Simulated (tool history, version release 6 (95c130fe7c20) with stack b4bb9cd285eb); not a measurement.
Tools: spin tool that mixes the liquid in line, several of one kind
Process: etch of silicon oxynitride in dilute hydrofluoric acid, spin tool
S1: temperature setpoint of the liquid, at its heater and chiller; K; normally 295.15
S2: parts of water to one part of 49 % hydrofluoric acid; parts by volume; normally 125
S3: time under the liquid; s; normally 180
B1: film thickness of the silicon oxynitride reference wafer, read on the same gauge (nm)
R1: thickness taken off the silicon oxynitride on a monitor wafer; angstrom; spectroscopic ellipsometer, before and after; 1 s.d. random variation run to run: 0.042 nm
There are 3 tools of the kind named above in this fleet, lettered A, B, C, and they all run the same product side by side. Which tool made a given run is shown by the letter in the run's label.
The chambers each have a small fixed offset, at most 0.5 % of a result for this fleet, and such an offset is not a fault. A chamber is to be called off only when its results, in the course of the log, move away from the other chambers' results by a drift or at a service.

run,hour,S1,S2,S3,B1,R1
1C,8.5,295.15,125,180,99.989,61.826
# hour 11.3: chamber B: hydrofluoric acid flow meter replaced
2A,19.2,295.15,125,180,99.998,61.358
3B,26.6,295.15,125,180,100.010,61.049
4B,32.6,295.15,125,180,99.989,61.354
5A,43.5,295.15,125,180,100.020,61.967
6C,56.2,295.15,125,180,100.030,61.116
7B,65.4,295.15,125,180,100.010,61.716
8C,71.2,300.15,70,180,99.997,148.220
9A,80.3,300.15,70,180,99.980,145.610
10A,89.1,300.15,70,180,100.010,145.130
11B,99.8,295.15,125,180,99.982,61.169
12C,108.5,295.15,125,180,99.961,62.879
13B,119.9,295.15,125,180,99.997,61.639
14A,129.6,295.15,125,180,100.030,61.020
15C,141.4,297.15,125,240,99.994,93.424
16B,147.3,297.15,125,240,99.985,90.262
# hour 156.7: chamber B: thermometer replaced
17A,159.7,297.15,125,240,99.999,89.456
18C,166.5,295.15,125,180,99.996,65.284
19B,179.4,295.15,125,180,99.991,61.850
20C,189.4,295.15,155,235,100.010,67.209

What goes on in this fleet: one chamber off, a drifting gauge, or nothing beyond the chambers' own small offsets? Name the chamber and the cause, if any.

One chamber, C, drifts off from the rest bit by bit.
Likeliest cause: hydrofluoric acid flow above the setpoint (%) = 6.41.
The log might look much the same if the cause were instead: liquid hotter than its thermometer reads (K).

Here are 4 candidates for chamber C's next run, each the usual settings with a change, their results left as question marks. Which one brings its results back in line with what the others give on the usual settings?
A result is in line if it is within this distance of the other chambers' mean on the usual settings: R1 1.500 angstrom
21C-1,198.7,295.15,130,165,,?
21C-2,198.7,296.65,125,180,,?
21C-3,198.7,295.15,130,175,,?
21C-4,198.7,295.15,120,195,,?

On the usual settings, the other chambers give on average: R1 61.433 angstrom
run,R1
21C-1,57.885
21C-2,70.758
21C-3,61.393
21C-4,74.654
21C-3 is the one that brings the chamber's results back in line with the other chambers.
